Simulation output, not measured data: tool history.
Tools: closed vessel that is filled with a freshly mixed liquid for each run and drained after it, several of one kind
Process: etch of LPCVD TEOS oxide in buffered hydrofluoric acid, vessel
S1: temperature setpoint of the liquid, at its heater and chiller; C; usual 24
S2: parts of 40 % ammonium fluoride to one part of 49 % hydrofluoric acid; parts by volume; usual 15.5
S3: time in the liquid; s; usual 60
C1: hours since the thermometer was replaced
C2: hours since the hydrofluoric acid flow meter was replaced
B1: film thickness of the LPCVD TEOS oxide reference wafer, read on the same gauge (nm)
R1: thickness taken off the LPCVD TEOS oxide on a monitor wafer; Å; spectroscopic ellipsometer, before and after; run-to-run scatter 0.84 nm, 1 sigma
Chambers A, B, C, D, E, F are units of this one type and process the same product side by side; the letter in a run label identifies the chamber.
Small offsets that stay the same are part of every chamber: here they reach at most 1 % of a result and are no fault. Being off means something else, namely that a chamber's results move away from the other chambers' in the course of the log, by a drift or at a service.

run	day	S1	S2	S3	C1	C2	B1	R1
1B	0.25	24	15.5	60	736.2	63.7	109.99	1297.5
2C	0.483	24	15.5	60	511.2	1898.8	110.02	1292.7
3D	0.629	24	15.5	60	1121.6	364.4	110.02	1291.5
4F	0.883	24	15.5	60	1074	545.9	110.01	1283.9
5A	1.167	24	15.5	60	730.3	671.6	109.98	1297.1
6E	1.408	24	15.5	60	861.5	1673.8	110.02	1281.7
7A	1.633	24	17.5	50	741.5	682.8	109.96	958.85
8C	1.867	24	17.5	50	544.4	1932	110.01	951.09
9F	2.121	24	17.5	50	1103.7	575.6	110.04	949.77
10B	2.412	24	17.5	50	788.1	115.6	110.03	963.26
11E	2.667	24	17.5	50	891.7	1704	109.97	951.89
12D	2.833	24	17.5	50	1174.5	417.3	109.99	953.43
13A	3.104	24	15.5	60	776.8	718.1	110.01	1317.9
14D	3.4	24	15.5	60	1188.1	430.9	110.03	1295.2
15E	3.679	24	15.5	60	916	1728.3	109.97	1286.6
16C	3.867	24	15.5	60	592.4	1980	109.98	1291.9
17F	4.038	24	15.5	60	1149.7	621.6	110	1298.1
18B	4.221	24	15.5	60	831.5	159	110.01	1292.4
# day 4.408: chamber C: hydrofluoric acid flow meter replaced
19E	4.425	24	15.5	60	933.9	1746.2	109.97	1291.2
20D	4.658	24	15.5	60	1218.3	461.1	109.99	1281.5
21C	4.879	25.5	15.5	60	616.7	11.4	110.02	1407
22F	5.129	25.5	15.5	60	1175.9	647.8	110.01	1383.4
23B	5.383	25.5	15.5	60	859.4	186.9	109.96	1416
24A	5.658	25.5	15.5	60	838.1	779.4	110.04	1485.8
25A	5.796	25.5	15.5	60	841.4	782.7	109.96	1469.4
26B	6.075	25.5	15.5	60	876	203.5	110.02	1402.7
27E	6.238	21	15.5	80	977.4	1789.7	110.01	1458.4
28F	6.475	21	15.5	80	1208.2	680.1	110.05	1446.3
29C	6.65	21	15.5	80	659.2	53.9	110.02	1440.1
30D	6.867	21	15.5	80	1271.3	514.1	110.01	1451.9
31B	7.025	21	15.5	80	898.8	226.3	110	1455.4
32C	7.171	21	15.5	80	671.7	66.4	110	1463.3
33D	7.462	24	15.5	60	1285.6	528.4	109.99	1283.1
34E	7.612	24	15.5	60	1010.4	1822.7	109.98	1283.6
35A	7.904	24	15.5	60	892	833.3	110.01	1366.7
36F	8.196	24	15.5	60	1249.5	721.4	109.99	1277
37E	8.488	24	15.5	60	1031.4	1843.7	109.99	1288.1
38B	8.621	24	15.5	60	937.1	264.6	109.99	1304.5
39C	8.867	24	15.5	60	712.4	107.1	110.01	1293.1
40F	9.104	24	15.5	60	1271.3	743.2	110	1265
41A	9.396	24	15.5	60	927.8	869.1	110.01	1405.9
42D	9.692	24	15.5	60	1339.1	581.9	110.03	1285.1
43C	9.888	24	15.5	60	736.9	131.6	109.99	1297.7

Which is it: a chamber that has drifted or been left off by a service, a gauge drift common to all chambers, or only each chamber's usual small offset? If a chamber is off, name it and its likeliest cause.

One chamber, A, drifts off from the rest bit by bit.
Cause: hydrofluoric acid flow above the setpoint (%) = 9.89.
It could be hard to tell apart here from: liquid hotter than its thermometer reads (K).

Here are 4 candidates for chamber A's next run, each the usual settings with a change, their results left as question marks. Which one brings its results back in line with what the others give on the usual settings?
In-line tolerance around the mean of the other chambers on the usual settings: R1 30 Å
44A-1	10.1	24	15.5	70				?
44A-2	10.1	21	15.5	60				?
44A-3	10.1	24.5	14.5	60				?
44A-4	10.1	23.5	16.5	60				?

The mean the other chambers reach with the usual settings: R1 1289.2 Å
run	R1
44A-1	1650.8
44A-2	1199.9
44A-3	1552.9
44A-4	1294.4
The right change is 44A-4: it brings the chamber back within the allowed miss of the others.
